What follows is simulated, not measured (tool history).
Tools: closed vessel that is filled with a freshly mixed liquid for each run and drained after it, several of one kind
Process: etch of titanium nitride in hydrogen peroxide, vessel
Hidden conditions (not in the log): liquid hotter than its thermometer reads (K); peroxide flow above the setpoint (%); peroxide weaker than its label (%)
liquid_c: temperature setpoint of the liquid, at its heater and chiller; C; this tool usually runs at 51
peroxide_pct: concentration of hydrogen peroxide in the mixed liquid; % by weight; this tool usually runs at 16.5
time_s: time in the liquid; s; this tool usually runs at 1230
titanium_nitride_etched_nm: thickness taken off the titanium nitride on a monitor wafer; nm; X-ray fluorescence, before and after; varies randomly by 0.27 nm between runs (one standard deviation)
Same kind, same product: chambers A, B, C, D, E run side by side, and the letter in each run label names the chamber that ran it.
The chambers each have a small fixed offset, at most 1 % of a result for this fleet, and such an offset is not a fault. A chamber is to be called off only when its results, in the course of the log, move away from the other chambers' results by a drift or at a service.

run	hour	liquid_c	peroxide_pct	time_s	hours since the thermometer was replaced	hours since the peroxide flow meter was replaced	hours since the drum of peroxide was connected	read-back film thickness of the titanium nitride reference wafer, read on the same gauge (nm)	titanium_nitride_etched_nm
1B	9.7	51	16.5	1230	340.3	182	507.4	119.99	31.477
2C	16.9	51	16.5	1230	410	363.4	395.8	120.01	31.718
3E	21.2	51	16.5	1230	455.2	204.7	47.6	119.99	31.661
4A	29	51	16.5	1230	98.2	2700.9	586.2	120.02	31.453
5D	34.6	51	16.5	1230	2306.7	680.1	520.8	120	31.996
6D	39.8	51	16.5	1230	2311.9	685.3	526	119.99	31.5
7C	46.6	51	16.5	1230	439.7	393.1	425.5	120	31.172
8E	53.6	51	16.5	1230	487.6	237.1	80	119.99	31.479
# hour 60.1: chamber A: peroxide flow meter replaced
9B	62.3	51	16.5	1230	392.9	234.6	560	120	31.549
# hour 64: chamber A: new drum of peroxide connected
10A	71.5	51	16.5	1230	140.7	11.4	7.6	120	31.772
11B	80.4	51	16.5	1230	411	252.7	578.1	120.01	32.505
12C	89.8	51	16.5	1230	482.9	436.3	468.7	120	31.943
13E	98.6	51	16.5	1230	532.6	282.1	125	120	31.892
14D	106	51	16.5	1230	2378.1	751.5	592.2	119.99	31.741
15A	111.1	51	16.5	1230	180.3	51	47.2	120	31.633
# hour 113: chamber D: new drum of peroxide connected
16B	118.3	51	16.5	1230	448.9	290.6	616	119.99	32.597
17A	123.8	51	16.5	1230	193	63.7	59.9	120.01	31.649
18D	129.6	51	16.5	1230	2401.7	775.1	16.7	120	31.965
19E	134	51	16.5	1230	568	317.5	160.4	119.99	32.094
20C	139.6	51	16.5	1230	532.7	486.1	518.5	120	31.645
# hour 147.1: chamber C: new drum of peroxide connected
21E	147.2	51	16.5	1230	581.2	330.7	173.6	120.01	31.616
22B	155.9	51	16.5	1230	486.5	328.2	653.6	120	32.906
23D	160.6	51	16.5	625	2432.7	806.1	47.7	119.98	16.051
24C	167.5	51	16.5	625	560.6	514	20.4	120	15.992
25A	176.6	51	16.5	625	245.8	116.5	112.7	120	16.223
26D	182	51	16.5	625	2454.1	827.5	69.1	120	16.139
27A	187.4	51	16.5	625	256.6	127.3	123.5	120.01	16.188
28B	195.4	51	16.5	1230	526	367.7	693.1	120.01	33.664
29C	204.4	51	16.5	1230	597.5	550.9	57.3	120	31.607
30E	213.7	51	18.5	1695	647.7	397.2	240.1	120	44.602
31E	222.2	51	18.5	1695	656.2	405.7	248.6	120	45.649

One chamber off, gauge drift, or nothing amiss beyond the chambers' own small offsets? If it is a chamber, which one, and what is the likeliest cause?

Chamber B drifts away from the others.
Likeliest cause: liquid hotter than its thermometer reads (K) = 1.08.

Below are 4 candidate recipes for chamber B's next run, each the usual settings with a change, their results shown as question marks. Which of them brings B's results back in line with what the other chambers give on the usual settings?
Counts as in line when no further than this from what the other chambers average on the usual settings: titanium_nitride_etched_nm 0.93 nm
32B-1	229.2	50.5	16.5	1190					?
32B-2	229.2	52	16.5	1230					?
32B-3	229.2	51	16.5	1060					?
32B-4	229.2	53	16.5	1230					?

Mean of the other chambers on the usual settings: titanium_nitride_etched_nm 31.657 nm
run	titanium_nitride_etched_nm
32B-1	31.731
32B-2	36.416
32B-3	29.271
32B-4	39.055
With 32B-1, the chamber falls back in line with the rest.

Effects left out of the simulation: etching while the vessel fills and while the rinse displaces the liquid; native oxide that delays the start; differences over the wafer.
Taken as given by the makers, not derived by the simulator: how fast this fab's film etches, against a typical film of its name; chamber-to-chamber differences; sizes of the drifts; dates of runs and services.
